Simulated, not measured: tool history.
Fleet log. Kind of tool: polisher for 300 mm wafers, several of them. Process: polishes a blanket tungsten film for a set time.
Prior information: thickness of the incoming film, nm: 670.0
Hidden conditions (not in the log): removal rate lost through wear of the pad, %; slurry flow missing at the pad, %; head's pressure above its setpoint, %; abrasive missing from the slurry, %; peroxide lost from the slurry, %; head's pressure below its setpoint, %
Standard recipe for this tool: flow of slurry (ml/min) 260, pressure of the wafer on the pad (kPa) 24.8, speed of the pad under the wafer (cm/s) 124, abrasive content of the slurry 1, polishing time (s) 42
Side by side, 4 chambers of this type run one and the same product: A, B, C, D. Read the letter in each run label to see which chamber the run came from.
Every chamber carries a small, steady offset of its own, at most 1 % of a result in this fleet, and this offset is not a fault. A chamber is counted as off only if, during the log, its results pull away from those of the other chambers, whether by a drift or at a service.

run,hour,flow of slurry (ml/min),pressure of the wafer on the pad (kPa),speed of the pad under the wafer (cm/s),abrasive content of the slurry,polishing time (s),wafers polished on this pad,hours since the slurry nozzle was cleaned,hours since the head pressure was calibrated,hours since the slurry blender was calibrated,hours since the slurry got fresh peroxide,film removed (Å)
# hour 1.3: chamber D: worn pad replaced by a new one
1A,4.5,260,24.8,124,1,42,331,269.1,286,79.1,56.5,2393.3
2C,8.4,260,24.8,124,1,42,328,568.7,757.3,111,147.4,2390.3
3D,11.3,260,24.8,124,1,42,171,268.4,196.3,227.1,56.9,2401.7
# hour 17.6: chamber A: slurry tank refilled with fresh slurry and peroxide
4B,17.7,260,24.8,124,1,42,498,166.1,104.9,25.7,61.3,2356
# hour 19.3: chamber A: worn pad replaced by a new one
5C,21.9,260,24.8,124,1,42,559,582.2,770.8,124.5,160.9,2400.4
# hour 23.4: chamber B: worn pad replaced by a new one
6B,26.3,260,24.8,124,1,42,51,174.7,113.5,34.3,69.9,2372.8
# hour 27.3: chamber C: slurry tank refilled with fresh slurry and peroxide
# hour 29.2: chamber D: slurry tank refilled with fresh slurry and peroxide
7A,32.7,260,24.8,124,1,42,230,297.3,314.2,107.3,15.2,2403.8
# hour 35.2: chamber C: worn pad replaced by a new one
# hour 37.9: chamber C: head pressure recalibrated
8D,38.3,260,24.8,124,1,42,634,295.4,223.3,254.1,9.1,2404.2
# hour 38.5: chamber D: worn pad replaced by a new one
9A,44.7,260,24.8,124,1,42,436,309.3,326.2,119.3,27.2,2379.7
10D,48.5,260,24.8,124,1,42,172,305.6,233.5,264.3,19.3,2386.4
11B,52.7,260,24.8,124,1.15,50,503,201.1,139.9,60.7,96.3,2923
# hour 53.3: chamber A: worn pad replaced by a new one
12C,56.7,260,24.8,124,1.15,50,368,617,18.9,159.3,29.4,3204.3
13A,60.4,260,24.8,124,1.15,50,122,325,341.9,135,42.9,2961.4
# hour 62.7: chamber B: worn pad replaced by a new one
14B,66.4,260,24.8,124,1.15,50,64,214.8,153.6,74.4,110,2913.6
15D,71.5,260,24.8,144,1,42,566,328.6,256.5,287.3,42.3,2808.1
# hour 73.8: chamber D: worn pad replaced by a new one
16C,77.5,260,24.8,144,1,42,725,637.8,39.7,180.1,50.2,2977.8
17A,81.9,260,24.8,144,1,42,490,346.5,363.4,156.5,64.4,2804.3
# hour 82.3: chamber C: worn pad replaced by a new one
# hour 84.4: chamber A: worn pad replaced by a new one
# hour 87.7: chamber A: slurry tank refilled with fresh slurry and peroxide
18D,88.5,260,24.8,144,1,42,252,345.6,273.5,304.3,59.3,2769.6
19C,92.9,260,24.8,124,1,42,181,653.2,55.1,195.5,65.6,2573.6
# hour 96.1: chamber B: slurry tank refilled with fresh slurry and peroxide
20B,98,260,24.8,124,1,42,606,246.4,185.2,106,2,2327.2
21C,101.8,260,24.8,124,1,42,334,662.1,64,204.4,74.5,2579
# hour 103.1: chamber B: worn pad replaced by a new one
22B,107.8,260,24.8,124,1,42,80,256.2,195,115.8,11.8,2360.5
# hour 108: chamber D: slurry tank refilled with fresh slurry and peroxide
# hour 108.5: chamber A: slurry blender recalibrated
# hour 109.2: chamber D: slurry nozzle cleaned
23A,111.4,260,24.8,124,1,42,463,376,392.9,2.9,23.7,2362.9
# hour 111.9: chamber D: slurry blender recalibrated
24D,115.1,260,24.8,124,1,42,708,6,300.1,3.2,7.2,2391.6
# hour 117.1: chamber D: worn pad replaced by a new one
25D,118.9,260,24.8,124,1,42,32,9.8,303.9,7,11,2369.8
26B,121.8,260,24.8,124,1,42,320,270.2,209,129.8,25.8,2403.8

The same settings go to every chamber for the next run, one line per chamber below. Forecast the results for each:
27A,126.5,260,24.8,124,1,42,,,,,,?
27B,126.5,260,24.8,124,1,42,,,,,,?
27C,126.5,260,24.8,124,1,42,,,,,,?
27D,126.5,260,24.8,124,1,42,,,,,,?

run,film removed (Å)
27A,2403.8
27B,2344.9
27C,2568.4
27D,2371.8
